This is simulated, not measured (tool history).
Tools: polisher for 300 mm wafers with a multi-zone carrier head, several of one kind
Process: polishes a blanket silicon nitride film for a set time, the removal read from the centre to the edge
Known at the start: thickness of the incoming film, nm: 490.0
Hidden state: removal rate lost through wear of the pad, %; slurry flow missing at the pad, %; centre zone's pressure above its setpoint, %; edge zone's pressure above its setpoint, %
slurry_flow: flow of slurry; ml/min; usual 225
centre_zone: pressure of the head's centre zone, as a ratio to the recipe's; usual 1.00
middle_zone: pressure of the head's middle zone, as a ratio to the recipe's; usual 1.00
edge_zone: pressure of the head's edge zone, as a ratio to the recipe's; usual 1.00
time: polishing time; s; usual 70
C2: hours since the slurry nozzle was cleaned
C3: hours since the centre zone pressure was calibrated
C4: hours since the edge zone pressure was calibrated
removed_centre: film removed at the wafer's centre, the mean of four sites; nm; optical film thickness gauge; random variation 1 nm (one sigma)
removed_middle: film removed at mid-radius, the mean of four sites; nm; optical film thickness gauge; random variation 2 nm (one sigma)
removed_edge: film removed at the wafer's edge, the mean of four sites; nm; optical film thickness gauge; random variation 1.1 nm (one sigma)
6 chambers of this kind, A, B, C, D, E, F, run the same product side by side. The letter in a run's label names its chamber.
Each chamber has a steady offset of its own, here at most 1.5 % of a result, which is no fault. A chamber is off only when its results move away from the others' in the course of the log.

At hour 4.6: chamber B: slurry nozzle cleaned.
Run 1E, hour 8.5: usual settings; wafers polished on this pad 833; C2 289.3; C3 137.3; C4 262.4. Result: removed_centre 141.10 nm, removed_middle 139.39 nm, removed_edge 140.99 nm.
At hour 9.7: chamber A: centre zone pressure recalibrated.
Run 2A, hour 20.5: usual settings; wafers polished on this pad 293; C2 225.1; C3 10.8; C4 496.4. Result: removed_centre 140.15 nm, removed_middle 138.66 nm, removed_edge 139.01 nm.
At hour 29.2: chamber E: worn pad replaced by a new one.
Run 3F, hour 37.0: usual settings; wafers polished on this pad 688; C2 503.5; C3 1270.1; C4 175.5. Result: removed_centre 139.41 nm, removed_middle 137.00 nm, removed_edge 140.49 nm.
Run 4B, hour 44.4: usual settings; wafers polished on this pad 563; C2 39.9; C3 71.9; C4 355.5. Result: removed_centre 140.69 nm, removed_middle 139.27 nm, removed_edge 141.73 nm.
At hour 50.5: chamber B: worn pad replaced by a new one.
Run 5C, hour 60.8: usual settings but edge_zone 1.08, time 53 s; wafers polished on this pad 1475; C2 587.6; C3 203.4; C4 513.8. Result: removed_centre 105.92 nm, removed_middle 106.01 nm, removed_edge 110.91 nm.
Run 6D, hour 69.5: usual settings but edge_zone 1.08, time 53 s; wafers polished on this pad 1410; C2 355.0; C3 377.7; C4 612.5. Result: removed_centre 106.03 nm, removed_middle 105.66 nm, removed_edge 111.80 nm.
At hour 75.4: chamber D: worn pad replaced by a new one.
At hour 77.7: chamber C: worn pad replaced by a new one.
Run 7A, hour 85.0: usual settings but edge_zone 1.08, time 53 s; wafers polished on this pad 777; C2 289.6; C3 75.3; C4 560.9. Result: removed_centre 105.82 nm, removed_middle 106.87 nm, removed_edge 112.06 nm.
At hour 87.6: chamber D: edge zone pressure recalibrated.
Run 8E, hour 101.3: usual settings but edge_zone 1.08, time 53 s; wafers polished on this pad 541; C2 382.1; C3 230.1; C4 355.2. Result: removed_centre 109.21 nm, removed_middle 106.41 nm, removed_edge 109.12 nm.
At hour 104.4: chamber E: slurry nozzle cleaned.
At hour 112.1: chamber C: slurry nozzle cleaned.
Run 9D, hour 113.2: usual settings but edge_zone 1.08, time 53 s; wafers polished on this pad 284; C2 398.7; C3 421.4; C4 25.7. Result: removed_centre 106.52 nm, removed_middle 107.54 nm, removed_edge 111.45 nm.
At hour 120.7: chamber F: centre zone pressure recalibrated.
Run 10B, hour 123.2: usual settings but edge_zone 1.08, time 53 s; wafers polished on this pad 546; C2 118.7; C3 150.7; C4 434.3. Result: removed_centre 106.73 nm, removed_middle 107.41 nm, removed_edge 111.36 nm.
At hour 123.3: chamber A: worn pad replaced by a new one.
At hour 131.6: chamber B: worn pad replaced by a new one.
Run 11C, hour 132.6: usual settings; wafers polished on this pad 412; C2 20.6; C3 275.2; C4 585.6. Result: removed_centre 141.11 nm, removed_middle 140.43 nm, removed_edge 140.03 nm.
At hour 138.9: chamber A: slurry nozzle cleaned.
Run 12F, hour 142.5: usual settings but time 80 s; wafers polished on this pad 1480; C2 609.0; C3 21.8; C4 281.0. Result: removed_centre 154.64 nm, removed_middle 154.73 nm, removed_edge 157.97 nm.
Run 13A, hour 155.1: usual settings but time 80 s; wafers polished on this pad 238; C2 16.3; C3 145.4; C4 631.0. Result: removed_centre 158.06 nm, removed_middle 161.25 nm, removed_edge 161.36 nm.
Run 14E, hour 162.9: usual settings but time 80 s; wafers polished on this pad 1003; C2 58.5; C3 291.7; C4 416.8. Result: removed_centre 163.41 nm, removed_middle 155.73 nm, removed_edge 159.88 nm.
At hour 165.4: chamber E: edge zone pressure recalibrated.
At hour 171.1: chamber E: worn pad replaced by a new one.
Run 15B, hour 174.3: usual settings but time 80 s; wafers polished on this pad 320; C2 169.8; C3 201.8; C4 485.4. Result: removed_centre 161.06 nm, removed_middle 164.08 nm, removed_edge 158.97 nm.
Run 16C, hour 190.3: usual settings but time 80 s; wafers polished on this pad 845; C2 78.3; C3 332.9; C4 643.3. Result: removed_centre 162.21 nm, removed_middle 159.60 nm, removed_edge 161.33 nm.
Run 17F, hour 198.8: usual settings but time 80 s; wafers polished on this pad 1902; C2 665.3; C3 78.1; C4 337.3. Result: removed_centre 153.68 nm, removed_middle 158.27 nm, removed_edge 155.75 nm.
At hour 202.7: chamber D: centre zone pressure recalibrated.
Run 18D, hour 209.6: usual settings but middle_zone 1.07, edge_zone 1.09; wafers polished on this pad 1007; C2 495.1; C3 7.0; C4 122.1. Result: removed_centre 140.76 nm, removed_middle 152.13 nm, removed_edge 148.96 nm.
Run 19C, hour 218.7: usual settings but middle_zone 1.07, edge_zone 1.09; wafers polished on this pad 1058; C2 106.7; C3 361.3; C4 671.7. Result: removed_centre 141.74 nm, removed_middle 149.98 nm, removed_edge 146.80 nm.
At hour 219.2: chamber B: worn pad replaced by a new one.
At hour 227.6: chamber D: worn pad replaced by a new one.
Run 20E, hour 229.2: usual settings but middle_zone 1.07, edge_zone 1.09; wafers polished on this pad 436; C2 124.8; C3 358.0; C4 63.8. Result: removed_centre 140.95 nm, removed_middle 151.99 nm, removed_edge 146.71 nm.
Run 21D, hour 244.7: usual settings but middle_zone 1.07, edge_zone 1.09; wafers polished on this pad 128; C2 530.2; C3 42.1; C4 157.2. Result: removed_centre 139.31 nm, removed_middle 151.43 nm, removed_edge 149.79 nm.
Run 22A, hour 255.2: usual settings but middle_zone 1.07, edge_zone 1.09; wafers polished on this pad 989; C2 116.4; C3 245.5; C4 731.1. Result: removed_centre 139.96 nm, removed_middle 147.26 nm, removed_edge 148.47 nm.
At hour 262.5: chamber A: worn pad replaced by a new one.
At hour 270.7: chamber C: worn pad replaced by a new one.
Run 23B, hour 271.1: usual settings but middle_zone 1.07, edge_zone 1.09; wafers polished on this pad 390; C2 266.6; C3 298.6; C4 582.2. Result: removed_centre 141.08 nm, removed_middle 149.58 nm, removed_edge 147.21 nm.
Run 24F, hour 278.8: usual settings; wafers polished on this pad 2503; C2 745.3; C3 158.1; C4 417.3. Result: removed_centre 131.98 nm, removed_middle 130.67 nm, removed_edge 134.62 nm.
Run 25C, hour 289.7: usual settings; wafers polished on this pad 143; C2 177.7; C3 432.3; C4 742.7. Result: removed_centre 140.57 nm, removed_middle 138.84 nm, removed_edge 140.50 nm.
At hour 295.1: chamber B: worn pad replaced by a new one.
At hour 295.9: chamber D: slurry nozzle cleaned.
At hour 298.3: chamber F: slurry nozzle cleaned.
Run 26B, hour 298.7: usual settings; wafers polished on this pad 27; C2 294.2; C3 326.2; C4 609.8. Result: removed_centre 141.40 nm, removed_middle 140.04 nm, removed_edge 141.31 nm.
Run 27D, hour 313.1: usual settings; wafers polished on this pad 641; C2 17.3; C3 110.5; C4 225.6. Result: removed_centre 139.81 nm, removed_middle 141.05 nm, removed_edge 143.50 nm.
At hour 314.5: chamber E: worn pad replaced by a new one.
Run 28F, hour 329.7: usual settings but centre_zone 1.04; wafers polished on this pad 2885; C2 31.5; C3 209.0; C4 468.2. Result: removed_centre 134.53 nm, removed_middle 134.93 nm, removed_edge 133.12 nm.
Run 29E, hour 340.6: usual settings but centre_zone 1.04; wafers polished on this pad 196; C2 236.2; C3 469.4; C4 175.2. Result: removed_centre 148.09 nm, removed_middle 139.80 nm, removed_edge 139.63 nm.
Run 30A, hour 352.5: usual settings but centre_zone 1.04; wafers polished on this pad 675; C2 213.7; C3 342.8; C4 828.4. Result: removed_centre 145.25 nm, removed_middle 139.61 nm, removed_edge 141.55 nm.
Run 31B, hour 365.4: usual settings but centre_zone 1.04; wafers polished on this pad 528; C2 360.9; C3 392.9; C4 676.5. Result: removed_centre 144.95 nm, removed_middle 140.60 nm, removed_edge 139.24 nm.
At hour 371.0: chamber F: edge zone pressure recalibrated.
Run 32D, hour 376.6: usual settings but centre_zone 1.04; wafers polished on this pad 1118; C2 80.8; C3 174.0; C4 289.1. Result: removed_centre 145.74 nm, removed_middle 142.44 nm, removed_edge 141.10 nm.
Run 33F, hour 388.6: usual settings but centre_zone 1.04; wafers polished on this pad 3327; C2 90.4; C3 267.9; C4 17.7. Result: removed_centre 133.34 nm, removed_middle 129.46 nm, removed_edge 131.35 nm.
Run 34A, hour 403.8: usual settings; wafers polished on this pad 1060; C2 265.0; C3 394.1; C4 879.7. Result: removed_centre 139.06 nm, removed_middle 138.55 nm, removed_edge 140.78 nm.
Run 35E, hour 418.6: usual settings; wafers polished on this pad 781; C2 314.2; C3 547.4; C4 253.2. Result: removed_centre 141.65 nm, removed_middle 139.78 nm, removed_edge 139.93 nm.
At hour 425.9: chamber C: edge zone pressure recalibrated.
Run 36C, hour 431.1: usual settings; wafers polished on this pad 1204; C2 319.1; C3 573.7; C4 5.2. Result: removed_centre 143.05 nm, removed_middle 140.55 nm, removed_edge 139.50 nm.
Run 37C, hour 443.7: usual settings; wafers polished on this pad 1298; C2 331.7; C3 586.3; C4 17.8. Result: removed_centre 140.68 nm, removed_middle 137.86 nm, removed_edge 140.18 nm.

All 6 chambers run these settings next. Forecast each chamber's results:
Run 38A, hour 455.7: usual settings but middle_zone 1.04. Result: removed_centre ?, removed_middle ?, removed_edge ?.
Run 38B, hour 455.7: usual settings but middle_zone 1.04. Result: removed_centre ?, removed_middle ?, removed_edge ?.
Run 38C, hour 455.7: usual settings but middle_zone 1.04. Result: removed_centre ?, removed_middle ?, removed_edge ?.
Run 38D, hour 455.7: usual settings but middle_zone 1.04. Result: removed_centre ?, removed_middle ?, removed_edge ?.
Run 38E, hour 455.7: usual settings but middle_zone 1.04. Result: removed_centre ?, removed_middle ?, removed_edge ?.
Run 38F, hour 455.7: usual settings but middle_zone 1.04. Result: removed_centre ?, removed_middle ?, removed_edge ?.

run  removed_centre  removed_middle  removed_edge
38A          140.93          145.01        138.38
38B          139.75          142.17        138.98
38C          141.85          145.55        141.65
38D          141.98          146.51        138.87
38E          142.43          144.67        139.00
38F          126.54          131.60        128.66
